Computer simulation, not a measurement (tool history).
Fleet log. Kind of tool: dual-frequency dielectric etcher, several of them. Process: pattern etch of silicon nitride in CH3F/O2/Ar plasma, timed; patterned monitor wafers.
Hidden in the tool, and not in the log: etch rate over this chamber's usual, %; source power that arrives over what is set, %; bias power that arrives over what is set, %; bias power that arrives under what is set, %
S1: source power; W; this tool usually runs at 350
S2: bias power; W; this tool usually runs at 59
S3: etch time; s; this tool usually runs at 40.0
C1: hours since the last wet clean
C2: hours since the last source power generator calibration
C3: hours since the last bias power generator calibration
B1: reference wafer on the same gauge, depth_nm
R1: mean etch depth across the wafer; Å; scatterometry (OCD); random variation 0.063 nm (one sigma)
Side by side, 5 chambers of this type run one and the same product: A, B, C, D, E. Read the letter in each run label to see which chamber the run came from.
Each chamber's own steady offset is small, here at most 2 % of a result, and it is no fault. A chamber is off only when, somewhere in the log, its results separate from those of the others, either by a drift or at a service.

run	hour	S1	S2	S3	C1	C2	C3	B1	R1
1C	4.5	350	59	40.0	561.7	692.2	2414.2	26.196	248.40
2D	6.7	350	59	40.0	402.5	435.4	2364.6	26.216	247.89
# hour 6.8: chamber A: wet clean of the chamber
3A	10.3	350	59	40.0	3.6	1726.2	1181.8	26.197	251.76
4E	13.4	350	59	40.0	222.4	2549.0	3239.0	26.211	249.32
5B	16.5	350	59	40.0	257.3	3230.5	826.7	26.191	244.43
6A	20.2	350	59	40.0	13.5	1736.1	1191.7	26.199	251.72
7E	24.6	350	59	40.0	233.6	2560.2	3250.2	26.188	248.48
8D	26.9	380	59	40.0	422.7	455.6	2384.8	26.225	255.90
9C	30.6	380	59	40.0	587.8	718.3	2440.3	26.204	255.81
10B	34.1	380	59	40.0	274.9	3248.1	844.3	26.199	251.21
11B	38.5	380	59	40.0	279.3	3252.5	848.7	26.193	251.38
12E	42.6	380	59	40.0	251.6	2578.2	3268.2	26.219	256.79
13D	46.1	350	59	40.0	441.9	474.8	2404.0	26.198	247.45
# hour 46.7: chamber C: wet clean of the chamber
# hour 48.0: chamber D: wet clean of the chamber
14C	50.5	350	59	40.0	3.8	738.2	2460.2	26.193	248.42
15A	55.2	410	59	50.0	48.5	1771.1	1226.7	26.200	333.93
16D	59.2	410	59	50.0	11.3	487.9	2417.1	26.188	328.30
17C	63.3	410	59	50.0	16.6	751.0	2473.0	26.213	331.55
18B	66.9	410	59	50.0	307.7	3280.9	877.1	26.202	325.47
19A	69.7	410	59	50.0	63.0	1785.6	1241.2	26.206	334.15
20E	73.5	350	59	40.0	282.5	2609.1	3299.1	26.191	250.33
21D	77.7	350	59	40.0	29.8	506.4	2435.6	26.193	248.48
22B	81.3	350	59	50.0	322.1	3295.3	891.5	26.200	304.97
23C	84.1	350	59	50.0	37.4	771.8	2493.8	26.211	310.68
24A	88.6	350	59	50.0	81.9	1804.5	1260.1	26.194	314.55
25E	90.9	350	59	50.0	299.9	2626.5	3316.5	26.201	314.44
26D	95.1	350	59	50.0	47.2	523.8	2453.0	26.208	309.24
27E	99.2	350	59	40.0	308.2	2634.8	3324.8	26.195	250.99
28C	101.3	350	59	40.0	54.6	789.0	2511.0	26.206	249.33
29B	103.9	350	59	40.0	344.7	3317.9	914.1	26.205	245.16
30A	108.0	350	59	40.0	101.3	1823.9	1279.5	26.201	251.47
# hour 108.2: chamber E: wet clean of the chamber
31E	110.5	350	59	40.0	2.4	2646.1	3336.1	26.197	251.22
32A	114.2	270	73	40.0	107.5	1830.1	1285.7	26.200	244.63
33B	118.9	270	73	40.0	359.7	3332.9	929.1	26.194	237.97
34C	121.4	270	73	40.0	74.7	809.1	2531.1	26.203	242.68
35D	124.5	270	73	40.0	76.6	553.2	2482.4	26.206	241.95
36D	126.8	270	73	40.0	78.9	555.5	2484.7	26.205	240.41
37C	129.1	350	59	40.0	82.4	816.8	2538.8	26.191	249.20
38E	131.8	350	59	40.0	23.7	2667.4	3357.4	26.198	251.77
39A	135.6	350	59	40.0	128.9	1851.5	1307.1	26.215	250.88
40B	137.9	350	59	34.5	378.7	3351.9	948.1	26.216	210.40

What goes on in this fleet: one chamber off, a drifting gauge, or nothing beyond the chambers' own small offsets? Name the chamber and the cause, if any.

It is chamber E that slowly wanders off from its peers.
Cause: source power that arrives over what is set, % = 4.3.
The log might look much the same if the cause were instead: bias power that arrives over what is set, %.

Below are 4 candidate recipes for chamber E's next run, each the usual settings with a change, their results shown as question marks. Which of them brings E's results back in line with what the other chambers give on the usual settings?
In line means no further than this from the other chambers' mean on the usual settings: R1 2.20 Å
41E-1	141.3	360	60	40.0					?
41E-2	141.3	340	58	40.0					?
41E-3	141.3	350	59	41.5					?
41E-4	141.3	350	59	38.5					?

Average result of the remaining chambers running the usual settings: R1 248.02 Å
run	R1
41E-1	257.53
41E-2	249.07
41E-3	262.82
41E-4	243.82
41E-2 is the one that brings the chamber's results back in line with the other chambers.
